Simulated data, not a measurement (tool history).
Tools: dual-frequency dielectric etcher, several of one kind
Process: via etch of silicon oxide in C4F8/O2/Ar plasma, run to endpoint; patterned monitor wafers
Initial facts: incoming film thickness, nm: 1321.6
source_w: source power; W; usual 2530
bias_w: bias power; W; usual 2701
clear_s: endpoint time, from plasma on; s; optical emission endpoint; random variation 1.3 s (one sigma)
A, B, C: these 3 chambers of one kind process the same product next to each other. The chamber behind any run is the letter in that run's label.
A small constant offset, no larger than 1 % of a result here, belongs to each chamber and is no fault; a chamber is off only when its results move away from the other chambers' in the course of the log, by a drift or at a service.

Run 1B, day 0.3: usual settings. Result: clear_s 215.42 s.
Run 2A, day 0.504: usual settings. Result: clear_s 218.91 s.
Run 3C, day 0.733: usual settings. Result: clear_s 217.34 s.
Run 4B, day 1.012: usual settings. Result: clear_s 215.53 s.
Run 5C, day 1.296: usual settings. Result: clear_s 217.34 s.
Run 6A, day 1.621: usual settings. Result: clear_s 217.87 s.
Run 7C, day 1.867: usual settings. Result: clear_s 216.46 s.
Run 8B, day 2.017: usual settings. Result: clear_s 214.49 s.
At day 2.075: chamber B: wet clean of the chamber.
Run 9A, day 2.288: usual settings. Result: clear_s 216.99 s.
Run 10A, day 2.546: usual settings. Result: clear_s 218.77 s.
Run 11B, day 2.754: usual settings but source_w 2790 W, bias_w 3263 W. Result: clear_s 195.88 s.
Run 12C, day 2.975: usual settings but source_w 2790 W, bias_w 3263 W. Result: clear_s 196.38 s.
Run 13B, day 3.25: usual settings but source_w 2790 W, bias_w 3263 W. Result: clear_s 195.9 s.
Run 14C, day 3.554: usual settings. Result: clear_s 218.51 s.
Run 15A, day 3.725: usual settings but source_w 2340 W, bias_w 2247 W. Result: clear_s 238.88 s.
Run 16A, day 3.925: usual settings but source_w 2340 W, bias_w 2247 W. Result: clear_s 236.69 s.
Run 17B, day 4.133: usual settings but source_w 2340 W, bias_w 2247 W. Result: clear_s 234.59 s.
At day 4.246: chamber B: bias power generator calibrated.
Run 18C, day 4.312: usual settings. Result: clear_s 216.33 s.
Run 19B, day 4.492: usual settings. Result: clear_s 214.07 s.
Run 20C, day 4.758: usual settings. Result: clear_s 217.66 s.
Run 21A, day 5.083: usual settings. Result: clear_s 217.49 s.
Run 22B, day 5.25: usual settings. Result: clear_s 215.62 s.
Run 23A, day 5.562: usual settings. Result: clear_s 218.75 s.
Run 24C, day 5.738: usual settings. Result: clear_s 215.99 s.
Run 25A, day 5.996: usual settings. Result: clear_s 218.76 s.
Run 26C, day 6.321: usual settings. Result: clear_s 218.62 s.
Run 27B, day 6.467: usual settings. Result: clear_s 215.21 s.
Run 28C, day 6.658: usual settings but source_w 2280 W, bias_w 2975 W. Result: clear_s 219.79 s.
Run 29A, day 6.812: usual settings but source_w 2280 W, bias_w 2975 W. Result: clear_s 221.12 s.
Run 30B, day 6.983: usual settings but source_w 2280 W, bias_w 2975 W. Result: clear_s 217.09 s.
Run 31C, day 7.221: usual settings. Result: clear_s 215.99 s.
Run 32B, day 7.404: usual settings. Result: clear_s 215.29 s.
Run 33A, day 7.596: usual settings. Result: clear_s 216.52 s.
Run 34C, day 7.817: usual settings. Result: clear_s 216.9 s.
Run 35B, day 8.038: usual settings. Result: clear_s 212.96 s.

All 3 chambers run these settings next. Forecast each chamber's results:
Run 36A, day 8.275: usual settings but bias_w 3327 W. Result: clear_s ?.
Run 36B, day 8.275: usual settings but bias_w 3327 W. Result: clear_s ?.
Run 36C, day 8.275: usual settings but bias_w 3327 W. Result: clear_s ?.

run  clear_s
36A   206.33
36B   199.56
36C   201.21

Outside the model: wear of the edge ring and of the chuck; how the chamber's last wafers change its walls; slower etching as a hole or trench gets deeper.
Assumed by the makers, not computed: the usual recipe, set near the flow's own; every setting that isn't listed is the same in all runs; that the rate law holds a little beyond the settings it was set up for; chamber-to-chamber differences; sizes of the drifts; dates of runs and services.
